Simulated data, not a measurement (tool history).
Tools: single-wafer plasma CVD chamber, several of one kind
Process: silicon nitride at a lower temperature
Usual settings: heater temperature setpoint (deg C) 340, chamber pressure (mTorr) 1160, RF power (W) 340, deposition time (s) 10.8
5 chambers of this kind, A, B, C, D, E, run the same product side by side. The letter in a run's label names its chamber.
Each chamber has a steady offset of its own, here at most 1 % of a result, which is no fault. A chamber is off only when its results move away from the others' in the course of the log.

run	hour	heater temperature setpoint (deg C)	chamber pressure (mTorr)	RF power (W)	deposition time (s)	read-back reference wafer on the same gauge, thickness_nm	mean film thickness on the monitor wafer (nm)
# hour 2.1: chamber D: RF generator calibrated
1A	4.0	340	1160	340	10.8	12.098	12.547
2C	10.0	340	1160	340	10.8	12.094	12.524
3D	16.5	340	1160	340	10.8	12.097	12.653
4E	21.1	340	1160	340	10.8	12.093	12.598
5B	28.0	340	1160	340	10.8	12.096	12.627
6D	34.5	340	1160	340	10.8	12.093	12.644
7C	38.3	340	1160	340	10.8	12.087	12.511
8B	45.7	340	1160	340	10.8	12.085	12.657
9A	49.4	340	1160	340	10.8	12.088	12.501
10E	53.6	340	1160	340	10.8	12.084	12.575
# hour 56.5: chamber B: RF generator calibrated
11E	60.9	340	990	340	10.8	12.082	11.989
# hour 61.9: chamber B: thermocouple changed; heater temperature recalibrated
12C	66.5	340	990	340	10.8	12.080	11.907
13D	72.8	340	990	340	10.8	12.081	12.038
14B	79.6	340	990	340	10.8	12.073	12.017
15A	85.9	340	990	340	10.8	12.071	11.924
16B	92.4	340	1160	340	10.8	12.071	12.627
# hour 94.5: chamber C: RF generator calibrated
17A	96.1	340	1160	340	10.8	12.074	12.502
18D	101.0	340	1160	340	10.8	12.070	12.643
19C	108.3	340	1160	340	10.8	12.071	12.521
20E	115.9	340	1160	340	12.7	12.065	14.787
21A	123.7	340	1160	340	12.7	12.067	14.693
22C	127.4	340	1160	340	12.7	12.064	14.666
23B	133.3	340	1160	340	12.7	12.065	14.825
24D	139.0	340	1160	340	12.7	12.059	14.833
25E	145.5	340	1160	340	10.8	12.059	12.563
26B	151.6	340	1160	340	10.8	12.055	12.600
27C	157.4	340	1350	300	10.8	12.057	12.060
28A	165.1	340	1350	300	10.8	12.054	12.019
29D	170.5	340	1350	300	10.8	12.052	12.120
30E	175.3	340	1350	300	10.8	12.050	12.115
31C	179.1	340	1350	300	10.8	12.049	12.051
32A	183.1	354	1160	340	10.8	12.044	12.424
33D	189.2	354	1160	340	10.8	12.046	12.538
34B	193.8	354	1160	340	10.8	12.043	12.556
35E	200.8	354	1160	340	10.8	12.046	12.501
36A	207.2	354	1160	340	10.8	12.041	12.418
37E	214.1	340	1160	340	10.8	12.039	12.521
38D	221.6	340	1160	340	10.8	12.036	12.583
39C	225.2	340	1160	340	10.8	12.037	12.447

Next, every chamber runs the same settings. What will each give?
40A	230.9	349	1160	340	10.8		?
40B	230.9	349	1160	340	10.8		?
40C	230.9	349	1160	340	10.8		?
40D	230.9	349	1160	340	10.8		?
40E	230.9	349	1160	340	10.8		?

run	mean film thickness on the monitor wafer (nm)
40A	12.421
40B	12.544
40C	12.432
40D	12.527
40E	12.500
